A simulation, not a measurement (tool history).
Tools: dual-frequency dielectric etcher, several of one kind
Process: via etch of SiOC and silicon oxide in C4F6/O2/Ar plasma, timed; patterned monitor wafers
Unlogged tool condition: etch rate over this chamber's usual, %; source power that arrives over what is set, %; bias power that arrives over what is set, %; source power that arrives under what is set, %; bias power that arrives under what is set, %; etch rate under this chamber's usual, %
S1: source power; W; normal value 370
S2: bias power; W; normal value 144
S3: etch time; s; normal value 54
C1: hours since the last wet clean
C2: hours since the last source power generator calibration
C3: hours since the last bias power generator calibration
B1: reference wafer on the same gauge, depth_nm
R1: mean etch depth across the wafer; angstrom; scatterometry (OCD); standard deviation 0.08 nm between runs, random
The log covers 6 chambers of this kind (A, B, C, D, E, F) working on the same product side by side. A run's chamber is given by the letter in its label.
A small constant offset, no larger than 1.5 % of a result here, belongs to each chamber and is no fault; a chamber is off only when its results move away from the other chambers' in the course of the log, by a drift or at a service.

run,hour,S1,S2,S3,C1,C2,C3,B1,R1
1B,8.3,370,144,54,174.3,638.5,4734.1,52.614,554.37
2C,19.2,370,144,54,102.9,640.1,911.4,52.62,557.35
3E,31.8,370,144,54,251.7,1218.6,2660.5,52.648,553.56
4A,40.6,370,144,54,44.4,1016.8,842,52.622,549.01
5D,47.9,450,144,59.5,75.7,3371.3,2055.8,52.643,652.69
6F,53.8,450,144,59.5,322.4,780,628.4,52.638,658.44
7E,61.4,450,144,59.5,281.3,1248.2,2690.1,52.627,655.98
8C,71.9,450,144,59.5,155.6,692.8,964.1,52.641,665.74
9B,81.8,450,144,59.5,247.8,712,4807.6,52.66,661.64
10D,91.3,450,144,59.5,119.1,3414.7,2099.2,52.671,653.77
11F,101,370,144,54,369.6,827.2,675.6,52.695,552.02
12A,110.5,370,144,54,114.3,1086.7,911.9,52.679,548.56
13C,122,320,144,60,205.7,742.9,1014.2,52.696,583.96
14A,132.7,320,144,60,136.5,1108.9,934.1,52.703,576.84
15B,141.9,320,144,60,307.9,772.1,4867.7,52.706,583.43
16E,150.8,320,144,60,370.7,1337.6,2779.5,52.71,581.11
17D,163.1,320,144,60,190.9,3486.5,2171,52.698,578.08
18F,170.5,320,144,60,439.1,896.7,745.1,52.715,581.48
# hour 179.2: chamber F: wet clean of the chamber
19E,182.3,370,144,54,402.2,1369.1,2811,52.752,553.05
20C,191.2,370,165,61.5,274.9,812.1,1083.4,52.756,665.18
# hour 195: chamber E: wet clean of the chamber
21B,201.4,370,165,61.5,367.4,831.6,4927.2,52.762,659.44
22A,211.2,370,165,61.5,215,1187.4,1012.6,52.764,653.93
23F,219.8,370,165,61.5,40.6,946,794.4,52.764,658.16
24D,232.3,370,165,61.5,260.1,3555.7,2240.2,52.773,655.13
25C,240.7,370,165,61.5,324.4,861.6,1132.9,52.772,666.47
# hour 244.4: chamber D: source power generator calibrated
26A,252.7,370,144,54,256.5,1228.9,1054.1,52.786,550.38
27E,258.9,370,144,54,64,1445.7,2887.6,52.801,553.22
28F,271.4,370,144,54,92.2,997.6,846,52.821,554.71
29D,283.8,370,144,54,311.6,39.4,2291.7,52.813,550.68
30B,295.6,370,144,54,461.6,925.8,5021.4,52.807,557.72
# hour 302.6: chamber C: wet clean of the chamber
31E,306.1,370,144,54,111.2,1492.9,2934.8,52.823,552.94
32D,316.6,370,144,54,344.4,72.2,2324.5,52.832,551.33
33F,323.3,370,144,54,144.1,1049.5,897.9,52.879,554.82
# hour 327.3: chamber D: wet clean of the chamber
34C,334.3,370,115,54,31.7,955.2,1226.5,52.86,522.15
35A,342.1,370,115,54,345.9,1318.3,1143.5,52.86,515.24
36B,350.7,370,115,54,516.7,980.9,5076.5,52.849,520.94
37C,361.2,370,115,54,58.6,982.1,1253.4,52.882,522.5
38E,368.1,370,115,54,173.2,1554.9,2996.8,52.891,520.39
39A,374,370,115,54,377.8,1350.2,1175.4,52.874,514.82
40D,385.1,440,144,46.5,57.8,140.7,2393,52.889,508.37
41F,392.1,440,144,46.5,212.9,1118.3,966.7,52.913,510.97
42B,400.1,440,144,46.5,566.1,1030.3,5125.9,52.918,515.04

Does one chamber stand apart from the rest, does the shared gauge drift, or is all well apart from small per-chamber offsets? Give the chamber and the most likely cause, where there is one.

The gauge drifts, so all chambers seem to drift together. No chamber is off.
Cause: gauge reads high (%) = 0.592.
